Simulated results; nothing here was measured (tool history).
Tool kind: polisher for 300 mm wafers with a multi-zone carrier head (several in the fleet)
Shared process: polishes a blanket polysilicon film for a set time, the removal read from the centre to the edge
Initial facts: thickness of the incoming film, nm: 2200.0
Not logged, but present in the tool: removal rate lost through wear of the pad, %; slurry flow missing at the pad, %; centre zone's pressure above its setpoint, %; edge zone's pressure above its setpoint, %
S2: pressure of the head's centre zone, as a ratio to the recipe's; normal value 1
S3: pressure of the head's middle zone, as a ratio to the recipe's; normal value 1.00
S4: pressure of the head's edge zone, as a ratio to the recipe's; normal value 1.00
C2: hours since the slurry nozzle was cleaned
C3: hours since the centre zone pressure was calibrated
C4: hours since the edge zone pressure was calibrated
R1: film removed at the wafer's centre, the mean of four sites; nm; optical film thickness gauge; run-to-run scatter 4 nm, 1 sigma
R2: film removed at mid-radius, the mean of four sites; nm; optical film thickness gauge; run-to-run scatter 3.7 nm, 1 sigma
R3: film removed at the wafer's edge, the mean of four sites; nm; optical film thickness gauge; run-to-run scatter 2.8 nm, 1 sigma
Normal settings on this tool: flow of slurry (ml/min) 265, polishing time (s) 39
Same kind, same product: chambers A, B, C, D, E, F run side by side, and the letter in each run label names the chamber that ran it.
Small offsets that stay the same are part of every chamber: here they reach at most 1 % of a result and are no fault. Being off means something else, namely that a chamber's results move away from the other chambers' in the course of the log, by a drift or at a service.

{"run": "1D", "hour": 7.6, "flow of slurry (ml/min)": 265, "S2": 1, "S3": 1.0, "S4": 1.0, "polishing time (s)": 39, "wafers polished on this pad": 374, "C2": 115.8, "C3": 226.6, "C4": 227.0, "R1": 349.56, "R2": 351.27, "R3": 353.14}
{"hour": 12.4, "done": "chamber E: worn pad replaced by a new one"}
{"run": "2B", "hour": 15.7, "flow of slurry (ml/min)": 265, "S2": 1, "S3": 1.0, "S4": 1.0, "polishing time (s)": 39, "wafers polished on this pad": 532, "C2": 106.6, "C3": 471.0, "C4": 896.1, "R1": 350.77, "R2": 348.02, "R3": 351.0}
{"hour": 17.3, "done": "chamber F: worn pad replaced by a new one"}
{"run": "3F", "hour": 22.5, "flow of slurry (ml/min)": 265, "S2": 1, "S3": 1.0, "S4": 1.0, "polishing time (s)": 39, "wafers polished on this pad": 69, "C2": 111.0, "C3": 94.6, "C4": 885.4, "R1": 344.25, "R2": 342.75, "R3": 346.75}
{"run": "4C", "hour": 30.9, "flow of slurry (ml/min)": 265, "S2": 1, "S3": 1.0, "S4": 1.0, "polishing time (s)": 39, "wafers polished on this pad": 1293, "C2": 136.7, "C3": 183.4, "C4": 67.5, "R1": 349.33, "R2": 350.03, "R3": 350.87}
{"run": "5A", "hour": 37.7, "flow of slurry (ml/min)": 265, "S2": 1, "S3": 1.0, "S4": 1.0, "polishing time (s)": 39, "wafers polished on this pad": 590, "C2": 586.0, "C3": 298.5, "C4": 135.4, "R1": 343.17, "R2": 356.66, "R3": 346.54}
{"run": "6E", "hour": 43.4, "flow of slurry (ml/min)": 265, "S2": 1, "S3": 1.0, "S4": 1.0, "polishing time (s)": 39, "wafers polished on this pad": 409, "C2": 324.5, "C3": 361.2, "C4": 533.1, "R1": 355.49, "R2": 350.19, "R3": 349.14}
{"hour": 45.4, "done": "chamber C: worn pad replaced by a new one"}
{"run": "7A", "hour": 48.5, "flow of slurry (ml/min)": 265, "S2": 1, "S3": 1.0, "S4": 1.0, "polishing time (s)": 39, "wafers polished on this pad": 733, "C2": 596.8, "C3": 309.3, "C4": 146.2, "R1": 341.53, "R2": 348.14, "R3": 354.68}
{"run": "8E", "hour": 57.5, "flow of slurry (ml/min)": 320, "S2": 1, "S3": 1.0, "S4": 1.0, "polishing time (s)": 50, "wafers polished on this pad": 595, "C2": 338.6, "C3": 375.3, "C4": 547.2, "R1": 453.04, "R2": 452.49, "R3": 451.28}
{"hour": 60.9, "done": "chamber F: worn pad replaced by a new one"}
{"run": "9F", "hour": 64.5, "flow of slurry (ml/min)": 320, "S2": 1, "S3": 1.0, "S4": 1.0, "polishing time (s)": 50, "wafers polished on this pad": 47, "C2": 153.0, "C3": 136.6, "C4": 927.4, "R1": 446.21, "R2": 447.21, "R3": 457.15}
{"run": "10D", "hour": 69.6, "flow of slurry (ml/min)": 320, "S2": 1, "S3": 1.0, "S4": 1.0, "polishing time (s)": 50, "wafers polished on this pad": 1192, "C2": 177.8, "C3": 288.6, "C4": 289.0, "R1": 452.39, "R2": 463.41, "R3": 457.65}
{"hour": 72.9, "done": "chamber D: worn pad replaced by a new one"}
{"hour": 78.3, "done": "chamber E: worn pad replaced by a new one"}
{"run": "11B", "hour": 78.3, "flow of slurry (ml/min)": 320, "S2": 1, "S3": 1.0, "S4": 1.0, "polishing time (s)": 50, "wafers polished on this pad": 1358, "C2": 169.2, "C3": 533.6, "C4": 958.7, "R1": 457.04, "R2": 455.71, "R3": 446.06}
{"run": "12C", "hour": 82.4, "flow of slurry (ml/min)": 320, "S2": 1, "S3": 1.0, "S4": 1.0, "polishing time (s)": 50, "wafers polished on this pad": 489, "C2": 188.2, "C3": 234.9, "C4": 119.0, "R1": 463.75, "R2": 458.66, "R3": 442.7}
{"run": "13F", "hour": 88.4, "flow of slurry (ml/min)": 320, "S2": 1, "S3": 1.0, "S4": 1.0, "polishing time (s)": 50, "wafers polished on this pad": 362, "C2": 176.9, "C3": 160.5, "C4": 951.3, "R1": 446.69, "R2": 445.21, "R3": 458.85}
{"run": "14A", "hour": 95.6, "flow of slurry (ml/min)": 265, "S2": 1, "S3": 1.0, "S4": 1.0, "polishing time (s)": 39, "wafers polished on this pad": 1354, "C2": 643.9, "C3": 356.4, "C4": 193.3, "R1": 344.15, "R2": 351.25, "R3": 345.8}
{"hour": 99.4, "done": "chamber A: worn pad replaced by a new one"}
{"run": "15E", "hour": 100.0, "flow of slurry (ml/min)": 265, "S2": 1, "S3": 1.0, "S4": 1.0, "polishing time (s)": 39, "wafers polished on this pad": 286, "C2": 381.1, "C3": 417.8, "C4": 589.7, "R1": 345.84, "R2": 349.97, "R3": 351.9}
{"hour": 102.7, "done": "chamber D: edge zone pressure recalibrated"}
{"hour": 103.4, "done": "chamber B: slurry nozzle cleaned"}
{"run": "16B", "hour": 106.0, "flow of slurry (ml/min)": 265, "S2": 1, "S3": 1.0, "S4": 1.0, "polishing time (s)": 39, "wafers polished on this pad": 1724, "C2": 2.7, "C3": 561.3, "C4": 986.4, "R1": 343.58, "R2": 335.15, "R3": 343.39}
{"hour": 106.9, "done": "chamber F: worn pad replaced by a new one"}
{"hour": 107.6, "done": "chamber D: slurry nozzle cleaned"}
{"run": "17C", "hour": 112.2, "flow of slurry (ml/min)": 265, "S2": 1, "S3": 1.0, "S4": 1.05, "polishing time (s)": 27, "wafers polished on this pad": 882, "C2": 218.0, "C3": 264.7, "C4": 148.8, "R1": 243.29, "R2": 244.6, "R3": 241.66}
{"run": "18D", "hour": 118.8, "flow of slurry (ml/min)": 265, "S2": 1, "S3": 1.0, "S4": 1.05, "polishing time (s)": 27, "wafers polished on this pad": 605, "C2": 11.3, "C3": 337.8, "C4": 16.1, "R1": 239.27, "R2": 239.06, "R3": 246.81}
{"run": "19D", "hour": 126.5, "flow of slurry (ml/min)": 265, "S2": 1, "S3": 1.0, "S4": 1.05, "polishing time (s)": 27, "wafers polished on this pad": 707, "C2": 19.0, "C3": 345.5, "C4": 23.8, "R1": 246.17, "R2": 241.76, "R3": 249.31}
{"run": "20F", "hour": 132.5, "flow of slurry (ml/min)": 265, "S2": 1, "S3": 1.0, "S4": 1.05, "polishing time (s)": 27, "wafers polished on this pad": 338, "C2": 221.0, "C3": 204.6, "C4": 995.4, "R1": 240.75, "R2": 239.2, "R3": 248.71}
{"hour": 137.9, "done": "chamber E: worn pad replaced by a new one"}
{"run": "21B", "hour": 138.7, "flow of slurry (ml/min)": 265, "S2": 1, "S3": 1.0, "S4": 1.05, "polishing time (s)": 27, "wafers polished on this pad": 2155, "C2": 35.4, "C3": 594.0, "C4": 1019.1, "R1": 232.58, "R2": 229.4, "R3": 238.81}
{"hour": 140.0, "done": "chamber C: worn pad replaced by a new one"}
{"hour": 142.4, "done": "chamber D: centre zone pressure recalibrated"}
{"run": "22C", "hour": 144.2, "flow of slurry (ml/min)": 265, "S2": 1, "S3": 1.0, "S4": 1.05, "polishing time (s)": 27, "wafers polished on this pad": 55, "C2": 250.0, "C3": 296.7, "C4": 180.8, "R1": 240.76, "R2": 238.51, "R3": 245.84}
{"hour": 151.3, "done": "chamber F: worn pad replaced by a new one"}
{"run": "23E", "hour": 152.7, "flow of slurry (ml/min)": 265, "S2": 1, "S3": 1.0, "S4": 1.0, "polishing time (s)": 39, "wafers polished on this pad": 196, "C2": 433.8, "C3": 470.5, "C4": 642.4, "R1": 353.29, "R2": 345.56, "R3": 343.7}
{"run": "24A", "hour": 158.1, "flow of slurry (ml/min)": 265, "S2": 1, "S3": 1.0, "S4": 1.0, "polishing time (s)": 39, "wafers polished on this pad": 774, "C2": 706.4, "C3": 418.9, "C4": 255.8, "R1": 345.19, "R2": 352.86, "R3": 350.15}
{"run": "25E", "hour": 162.3, "flow of slurry (ml/min)": 265, "S2": 1, "S3": 1.0, "S4": 1.0, "polishing time (s)": 39, "wafers polished on this pad": 323, "C2": 443.4, "C3": 480.1, "C4": 652.0, "R1": 352.03, "R2": 339.89, "R3": 345.93}
{"hour": 168.0, "done": "chamber A: slurry nozzle cleaned"}
{"run": "26F", "hour": 169.8, "flow of slurry (ml/min)": 265, "S2": 1, "S3": 1.0, "S4": 1.0, "polishing time (s)": 39, "wafers polished on this pad": 244, "C2": 258.3, "C3": 241.9, "C4": 1032.7, "R1": 352.94, "R2": 349.26, "R3": 347.42}
{"run": "27A", "hour": 174.6, "flow of slurry (ml/min)": 265, "S2": 1, "S3": 1.0, "S4": 1.0, "polishing time (s)": 39, "wafers polished on this pad": 992, "C2": 6.7, "C3": 435.4, "C4": 272.3, "R1": 343.64, "R2": 350.42, "R3": 348.98}
{"hour": 174.8, "done": "chamber D: worn pad replaced by a new one"}
{"run": "28D", "hour": 181.9, "flow of slurry (ml/min)": 265, "S2": 1, "S3": 1.0, "S4": 1.0, "polishing time (s)": 39, "wafers polished on this pad": 94, "C2": 74.4, "C3": 39.6, "C4": 79.2, "R1": 350.25, "R2": 349.62, "R3": 352.66}
{"run": "29C", "hour": 191.0, "flow of slurry (ml/min)": 265, "S2": 1, "S3": 0.96, "S4": 1.05, "polishing time (s)": 39, "wafers polished on this pad": 673, "C2": 296.8, "C3": 343.5, "C4": 227.6, "R1": 351.61, "R2": 337.77, "R3": 353.33}
{"hour": 195.3, "done": "chamber A: worn pad replaced by a new one"}
{"run": "30B", "hour": 198.9, "flow of slurry (ml/min)": 265, "S2": 1, "S3": 0.96, "S4": 1.05, "polishing time (s)": 39, "wafers polished on this pad": 2949, "C2": 95.6, "C3": 654.2, "C4": 1079.3, "R1": 327.95, "R2": 312.12, "R3": 336.14}
{"hour": 200.1, "done": "chamber E: worn pad replaced by a new one"}
{"hour": 202.2, "done": "chamber F: worn pad replaced by a new one"}
{"run": "31F", "hour": 205.5, "flow of slurry (ml/min)": 265, "S2": 1, "S3": 0.96, "S4": 1.05, "polishing time (s)": 39, "wafers polished on this pad": 44, "C2": 294.0, "C3": 277.6, "C4": 1068.4, "R1": 349.93, "R2": 329.91, "R3": 355.44}
{"run": "32D", "hour": 211.1, "flow of slurry (ml/min)": 265, "S2": 1, "S3": 0.96, "S4": 1.05, "polishing time (s)": 39, "wafers polished on this pad": 479, "C2": 103.6, "C3": 68.8, "C4": 108.4, "R1": 350.86, "R2": 337.18, "R3": 361.22}
{"run": "33A", "hour": 215.9, "flow of slurry (ml/min)": 265, "S2": 1, "S3": 0.96, "S4": 1.05, "polishing time (s)": 39, "wafers polished on this pad": 272, "C2": 48.0, "C3": 476.7, "C4": 313.6, "R1": 350.48, "R2": 334.48, "R3": 361.26}
{"run": "34B", "hour": 225.2, "flow of slurry (ml/min)": 265, "S2": 1, "S3": 0.96, "S4": 1.05, "polishing time (s)": 39, "wafers polished on this pad": 3296, "C2": 121.9, "C3": 680.5, "C4": 1105.6, "R1": 330.89, "R2": 308.67, "R3": 329.1}
{"hour": 233.2, "done": "chamber E: slurry nozzle cleaned"}
{"run": "35C", "hour": 233.3, "flow of slurry (ml/min)": 265, "S2": 1, "S3": 1.0, "S4": 1.0, "polishing time (s)": 39, "wafers polished on this pad": 1231, "C2": 339.1, "C3": 385.8, "C4": 269.9, "R1": 356.64, "R2": 347.78, "R3": 343.86}
{"run": "36E", "hour": 241.7, "flow of slurry (ml/min)": 265, "S2": 1, "S3": 1.0, "S4": 1.0, "polishing time (s)": 39, "wafers polished on this pad": 550, "C2": 8.6, "C3": 559.5, "C4": 731.4, "R1": 349.38, "R2": 351.05, "R3": 346.33}

Predict what each chamber gives when all 6 of them run the settings below next.
{"run": "37A", "hour": 248.5, "flow of slurry (ml/min)": 265, "S2": 1, "S3": 1.0, "S4": 1.0, "polishing time (s)": 39, "R1": "?", "R2": "?", "R3": "?"}
{"run": "37B", "hour": 248.5, "flow of slurry (ml/min)": 265, "S2": 1, "S3": 1.0, "S4": 1.0, "polishing time (s)": 39, "R1": "?", "R2": "?", "R3": "?"}
{"run": "37C", "hour": 248.5, "flow of slurry (ml/min)": 265, "S2": 1, "S3": 1.0, "S4": 1.0, "polishing time (s)": 39, "R1": "?", "R2": "?", "R3": "?"}
{"run": "37D", "hour": 248.5, "flow of slurry (ml/min)": 265, "S2": 1, "S3": 1.0, "S4": 1.0, "polishing time (s)": 39, "R1": "?", "R2": "?", "R3": "?"}
{"run": "37E", "hour": 248.5, "flow of slurry (ml/min)": 265, "S2": 1, "S3": 1.0, "S4": 1.0, "polishing time (s)": 39, "R1": "?", "R2": "?", "R3": "?"}
{"run": "37F", "hour": 248.5, "flow of slurry (ml/min)": 265, "S2": 1, "S3": 1.0, "S4": 1.0, "polishing time (s)": 39, "R1": "?", "R2": "?", "R3": "?"}

run=37A R1=345.80 R2=343.94 R3=342.59
run=37B R1=325.13 R2=322.15 R3=320.97
run=37C R1=351.73 R2=350.47 R3=350.29
run=37D R1=348.49 R2=349.35 R3=349.76
run=37E R1=350.97 R2=348.55 R3=344.13
run=37F R1=348.89 R2=344.08 R3=346.78
